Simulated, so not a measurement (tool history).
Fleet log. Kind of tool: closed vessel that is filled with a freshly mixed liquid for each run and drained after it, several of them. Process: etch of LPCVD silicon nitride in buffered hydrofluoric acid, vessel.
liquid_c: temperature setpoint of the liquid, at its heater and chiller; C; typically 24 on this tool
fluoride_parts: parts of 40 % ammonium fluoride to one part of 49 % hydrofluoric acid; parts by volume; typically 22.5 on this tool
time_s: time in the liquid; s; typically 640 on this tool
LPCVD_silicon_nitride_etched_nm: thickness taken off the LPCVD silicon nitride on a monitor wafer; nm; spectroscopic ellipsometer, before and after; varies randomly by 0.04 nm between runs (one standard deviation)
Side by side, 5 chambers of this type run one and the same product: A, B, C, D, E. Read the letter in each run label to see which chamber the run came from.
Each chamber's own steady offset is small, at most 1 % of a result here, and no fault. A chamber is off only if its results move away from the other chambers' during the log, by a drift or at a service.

run	hour	liquid_c	fluoride_parts	time_s	hours since the thermometer was replaced	hours since the hydrofluoric acid flow meter was replaced	read-back film thickness of the LPCVD silicon nitride reference wafer, read on the same gauge (nm)	LPCVD_silicon_nitride_etched_nm
1E	3.3	24	22.5	640	209.7	124	49.965	4.5533
2C	8	24	22.5	640	244.4	1413.4	49.995	4.4772
# hour 10.1: chamber B: hydrofluoric acid flow meter replaced
3A	11.8	24	22.5	640	31.7	420	50.038	4.5078
4B	17.4	24	22.5	640	413	7.4	50.016	4.5175
5D	22.6	24	22.5	640	158.1	1188.1	49.997	4.4661
6E	28.4	24	22.5	640	234.8	149.1	49.949	4.6088
7C	33	24	22.5	640	269.4	1438.4	50.003	4.4857
8B	37.3	24	22.5	640	432.9	27.3	50.032	4.4947
9A	42.1	24	22.5	640	62	450.3	49.978	4.5547
10D	47.8	24	22.5	640	183.3	1213.3	50.012	4.5826
11E	53.2	24	22.5	640	259.6	173.9	50.045	4.4674
12D	58.3	24	22.5	640	193.8	1223.8	49.979	4.4865
13B	64.7	24	22.5	640	460.3	54.7	50.038	4.4718
14C	70.4	24	22.5	640	306.8	1475.8	49.986	4.5379
15A	77.3	24	22.5	640	97.2	485.5	49.983	4.5514
16D	81.9	24	22.5	640	217.4	1247.4	50.003	4.5629
17E	88.6	24	22.5	640	295	209.3	49.999	4.5423
18A	92	24	22.5	640	111.9	500.2	49.98	4.4117
19B	98.3	24	22.5	640	493.9	88.3	49.987	4.4984
20C	104.9	24	22.5	640	341.3	1510.3	49.963	4.5382
21D	108.2	24	22.5	640	243.7	1273.7	50.041	4.4849
22E	112.5	24	22.5	640	318.9	233.2	49.992	4.5599
23C	118.2	24	22.5	640	354.6	1523.6	49.985	4.4999
24B	125.2	24	22.5	640	520.8	115.2	50.005	4.5326
25A	130.2	24	22.5	640	150.1	538.4	50.028	4.6243
26B	137	24	29.5	640	532.6	127	50.001	3.7213
27C	141.2	24	29.5	640	377.6	1546.6	49.997	3.6654
28E	146.1	24	29.5	640	352.5	266.8	50.026	3.7745
29D	150.8	24	29.5	640	286.3	1316.3	49.988	3.6997
30A	156.8	24	29.5	640	176.7	565	49.98	3.728
31D	160.6	24	22.5	640	296.1	1326.1	50.008	4.555
32B	166.8	24	22.5	640	562.4	156.8	50.004	4.5128
33E	172	24	22.5	640	378.4	292.7	49.988	4.4802
34A	177.4	24	22.5	640	197.3	585.6	49.966	4.5331
35C	180.9	24	22.5	640	417.3	1586.3	50.033	4.5332
36B	185.2	24	22.5	905	580.8	175.2	49.954	6.4928
37A	188.9	24	22.5	905	208.8	597.1	50.027	6.3591
38D	193	24	22.5	905	328.5	1358.5	49.967	6.3825
39E	199.4	24	22.5	905	405.8	320.1	50	6.3592
40C	203.2	24	22.5	905	439.6	1608.6	49.996	6.3706

Predict what each chamber gives when all 5 of them run the settings below next.
41A	208.5	24	22.5	765				?
41B	208.5	24	22.5	765				?
41C	208.5	24	22.5	765				?
41D	208.5	24	22.5	765				?
41E	208.5	24	22.5	765				?

run	LPCVD_silicon_nitride_etched_nm
41A	5.399
41B	5.3512
41C	5.3016
41D	5.2467
41E	5.4394

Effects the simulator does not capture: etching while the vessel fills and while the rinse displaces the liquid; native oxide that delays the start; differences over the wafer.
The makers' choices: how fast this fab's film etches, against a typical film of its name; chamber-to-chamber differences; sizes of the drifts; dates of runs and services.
